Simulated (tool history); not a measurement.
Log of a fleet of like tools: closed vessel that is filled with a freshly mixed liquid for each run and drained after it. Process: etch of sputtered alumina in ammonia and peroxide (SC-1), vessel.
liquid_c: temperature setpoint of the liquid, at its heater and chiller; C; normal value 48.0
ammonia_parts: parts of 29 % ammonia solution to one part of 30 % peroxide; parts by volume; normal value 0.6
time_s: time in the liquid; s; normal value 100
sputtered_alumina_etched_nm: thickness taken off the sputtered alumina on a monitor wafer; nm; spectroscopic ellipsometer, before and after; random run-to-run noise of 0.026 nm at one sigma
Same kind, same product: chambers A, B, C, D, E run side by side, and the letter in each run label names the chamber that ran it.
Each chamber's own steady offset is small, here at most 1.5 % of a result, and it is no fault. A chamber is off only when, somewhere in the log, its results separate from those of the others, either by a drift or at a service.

run	day	liquid_c	ammonia_parts	time_s	read-back film thickness of the sputtered alumina reference wafer, read on the same gauge (nm)	sputtered_alumina_etched_nm
1C	0.279	48.0	0.6	100	140.03	5.1955
2B	0.638	48.0	0.6	100	140.02	5.2434
3E	0.804	48.0	0.6	100	140.04	5.1621
4A	1.004	48.0	0.6	100	140.01	5.2268
5D	1.354	48.0	0.6	100	139.96	5.2742
6D	1.654	48.0	0.6	100	140.00	5.2532
7A	1.854	48.0	0.6	100	140.02	5.2114
8C	2.225	48.0	0.4	100	139.98	5.0229
9E	2.500	48.0	0.4	100	140.02	4.9669
10B	2.875	48.0	0.4	100	140.02	5.1201
11E	3.229	48.0	0.4	100	140.02	4.9956
12B	3.554	48.0	0.4	100	140.02	5.0719
13A	3.929	48.0	0.6	100	140.00	5.2087
14C	4.204	48.0	0.6	100	140.03	5.1651
# day 4.388: chamber E: new drum of ammonia solution connected
15D	4.488	48.0	0.6	100	140.02	5.2747
16B	4.708	48.0	0.6	100	139.99	5.2370
17A	4.879	53.5	0.6	40	140.01	2.8147
18D	5.062	53.5	0.6	40	140.00	2.8248
19C	5.358	53.5	0.6	40	139.98	2.8242
20E	5.679	53.5	0.6	40	139.98	2.7929
21A	6.012	53.5	0.6	40	139.99	2.8418
22D	6.350	48.0	0.6	100	139.96	5.2558
23C	6.546	48.0	0.6	100	139.98	5.2675
24E	6.833	48.0	0.6	100	140.00	5.1438
25B	7.042	48.0	0.6	100	140.00	5.2679
# day 7.246: chamber B: new drum of ammonia solution connected
26B	7.258	48.0	0.6	100	139.97	5.2970
27D	7.579	48.0	0.6	50	139.97	2.6273
28C	7.746	48.0	0.6	50	139.97	2.6100
29E	8.062	48.0	0.6	50	140.01	2.6156
30A	8.358	48.0	0.6	50	140.01	2.6077
31A	8.729	48.0	0.6	50	139.97	2.5897
32E	8.912	48.0	0.6	100	139.97	5.1952
33C	9.142	48.0	0.6	100	140.01	5.1782

Predict what each chamber gives when all 5 of them run the settings below next.
34A	9.417	48.0	0.3	100		?
34B	9.417	48.0	0.3	100		?
34C	9.417	48.0	0.3	100		?
34D	9.417	48.0	0.3	100		?
34E	9.417	48.0	0.3	100		?

run	sputtered_alumina_etched_nm
34A	4.8869
34B	4.9634
34C	4.8679
34D	4.9209
34E	4.9091
